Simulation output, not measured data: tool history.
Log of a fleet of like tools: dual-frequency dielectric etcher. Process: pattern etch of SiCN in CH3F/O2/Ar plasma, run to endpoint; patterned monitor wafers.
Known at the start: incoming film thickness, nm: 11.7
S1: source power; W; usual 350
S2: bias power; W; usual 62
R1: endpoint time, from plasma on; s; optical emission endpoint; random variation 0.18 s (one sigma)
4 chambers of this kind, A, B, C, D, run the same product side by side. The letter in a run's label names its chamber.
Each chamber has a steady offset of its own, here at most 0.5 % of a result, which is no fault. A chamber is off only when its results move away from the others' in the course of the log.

run     day   S1  S2      R1
 1C   0.267  350  62  34.658
 2B   0.779  350  62  34.512
 3A   1.158  350  62  34.327
 4D   1.679  350  62  34.562
 5C   2.267  350  62  34.594
 6D   2.538  350  62   34.88
 7A   2.871  350  62  34.325
 8B   3.388  350  62  34.561
      3.412  -- chamber C: wet clean of the chamber
 9A   3.788  350  62  34.398
10B   4.388  350  62   34.68
11D   4.971  350  62   34.53
12C   5.317  350  62  34.627
13D   5.592  350  62  34.387
14A       6  300  62   36.25
      6.175  -- chamber A: wet clean of the chamber
15B   6.529  300  62  36.569
16C   7.079  300  62  36.396
17B     7.4  300  62  36.803
18D   8.004  350  62  34.742
19A   8.388  350  62  32.821
20C   8.804  350  62  34.426
21C   9.217  350  62  34.935
22D   9.579  280  70  35.964
      9.858  -- chamber B: wet clean of the chamber
23A  10.133  280  70  34.174
24B  10.496  280  70  36.271
25A  11.033  280  70  34.281
26B  11.496  350  62  34.488

All 4 chambers run these settings next. Forecast each chamber's results:
27A  11.933  350  62   ?
27B  11.933  350  62   ?
27C  11.933  350  62   ?
27D  11.933  350  62   ?

run      R1
27A  32.939
27B  34.823
27C  34.282
27D  35.015
